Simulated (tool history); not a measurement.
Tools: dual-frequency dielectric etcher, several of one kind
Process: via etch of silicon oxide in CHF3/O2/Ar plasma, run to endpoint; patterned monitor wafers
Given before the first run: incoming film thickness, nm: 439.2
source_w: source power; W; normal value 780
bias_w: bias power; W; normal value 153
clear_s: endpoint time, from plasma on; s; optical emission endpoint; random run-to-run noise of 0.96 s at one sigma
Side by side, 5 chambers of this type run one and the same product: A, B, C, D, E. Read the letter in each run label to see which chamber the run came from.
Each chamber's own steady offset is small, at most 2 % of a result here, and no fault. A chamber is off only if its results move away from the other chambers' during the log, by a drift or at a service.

{"run": "1E", "day": 0.133, "source_w": 780, "bias_w": 153, "clear_s": 209.07}
{"run": "2C", "day": 0.238, "source_w": 780, "bias_w": 153, "clear_s": 211.69}
{"run": "3D", "day": 0.321, "source_w": 780, "bias_w": 153, "clear_s": 210.57}
{"run": "4B", "day": 0.462, "source_w": 780, "bias_w": 153, "clear_s": 212.48}
{"run": "5A", "day": 0.538, "source_w": 780, "bias_w": 153, "clear_s": 208.7}
{"run": "6A", "day": 0.692, "source_w": 780, "bias_w": 153, "clear_s": 209.23}
{"run": "7E", "day": 0.771, "source_w": 660, "bias_w": 186, "clear_s": 211.09}
{"run": "8D", "day": 0.862, "source_w": 660, "bias_w": 186, "clear_s": 210.49}
{"run": "9B", "day": 0.962, "source_w": 660, "bias_w": 186, "clear_s": 213.63}
{"run": "10C", "day": 1.112, "source_w": 660, "bias_w": 186, "clear_s": 210.17}
{"run": "11B", "day": 1.221, "source_w": 660, "bias_w": 186, "clear_s": 213.18}
{"run": "12D", "day": 1.308, "source_w": 630, "bias_w": 127, "clear_s": 242.46}
{"run": "13A", "day": 1.454, "source_w": 630, "bias_w": 127, "clear_s": 240.74}
{"run": "14C", "day": 1.579, "source_w": 630, "bias_w": 127, "clear_s": 242.59}
{"run": "15E", "day": 1.683, "source_w": 630, "bias_w": 127, "clear_s": 242.32}
{"run": "16B", "day": 1.767, "source_w": 630, "bias_w": 127, "clear_s": 245.14}
{"day": 1.833, "done": "chamber E: wet clean of the chamber"}
{"run": "17C", "day": 1.871, "source_w": 780, "bias_w": 153, "clear_s": 211.66}
{"run": "18D", "day": 1.979, "source_w": 780, "bias_w": 153, "clear_s": 211.87}
{"run": "19E", "day": 2.129, "source_w": 780, "bias_w": 153, "clear_s": 210.94}
{"run": "20A", "day": 2.304, "source_w": 780, "bias_w": 153, "clear_s": 208.34}
{"day": 2.4, "done": "chamber B: wet clean of the chamber"}
{"run": "21A", "day": 2.433, "source_w": 780, "bias_w": 153, "clear_s": 207.12}
{"run": "22E", "day": 2.6, "source_w": 780, "bias_w": 153, "clear_s": 209.33}
{"run": "23B", "day": 2.708, "source_w": 780, "bias_w": 153, "clear_s": 222.98}
{"run": "24C", "day": 2.792, "source_w": 720, "bias_w": 117, "clear_s": 239.81}
{"run": "25D", "day": 2.871, "source_w": 720, "bias_w": 117, "clear_s": 236.32}
{"run": "26D", "day": 2.983, "source_w": 720, "bias_w": 117, "clear_s": 234.65}
{"run": "27C", "day": 3.121, "source_w": 720, "bias_w": 117, "clear_s": 237.41}
{"run": "28A", "day": 3.262, "source_w": 720, "bias_w": 117, "clear_s": 233.05}
{"run": "29B", "day": 3.417, "source_w": 780, "bias_w": 177, "clear_s": 213.92}
{"run": "30E", "day": 3.592, "source_w": 780, "bias_w": 177, "clear_s": 201.93}
{"run": "31B", "day": 3.733, "source_w": 780, "bias_w": 177, "clear_s": 211.37}
{"run": "32D", "day": 3.85, "source_w": 780, "bias_w": 177, "clear_s": 200.58}
{"run": "33A", "day": 3.958, "source_w": 780, "bias_w": 177, "clear_s": 198.74}
{"run": "34C", "day": 4.121, "source_w": 780, "bias_w": 153, "clear_s": 211.91}
{"run": "35E", "day": 4.233, "source_w": 780, "bias_w": 153, "clear_s": 210.86}
{"run": "36A", "day": 4.321, "source_w": 780, "bias_w": 153, "clear_s": 209.85}
{"run": "37B", "day": 4.467, "source_w": 780, "bias_w": 153, "clear_s": 221.77}
{"run": "38E", "day": 4.642, "source_w": 590, "bias_w": 141, "clear_s": 242.29}
{"run": "39D", "day": 4.725, "source_w": 590, "bias_w": 141, "clear_s": 240.97}

Next, all 5 chambers run the settings below, one line each with question marks for the results. What does each chamber give?
{"run": "40A", "day": 4.854, "source_w": 780, "bias_w": 153, "clear_s": "?"}
{"run": "40B", "day": 4.854, "source_w": 780, "bias_w": 153, "clear_s": "?"}
{"run": "40C", "day": 4.854, "source_w": 780, "bias_w": 153, "clear_s": "?"}
{"run": "40D", "day": 4.854, "source_w": 780, "bias_w": 153, "clear_s": "?"}
{"run": "40E", "day": 4.854, "source_w": 780, "bias_w": 153, "clear_s": "?"}

run=40A clear_s=209.8
run=40B clear_s=221.66
run=40C clear_s=213.01
run=40D clear_s=211.37
run=40E clear_s=209.11
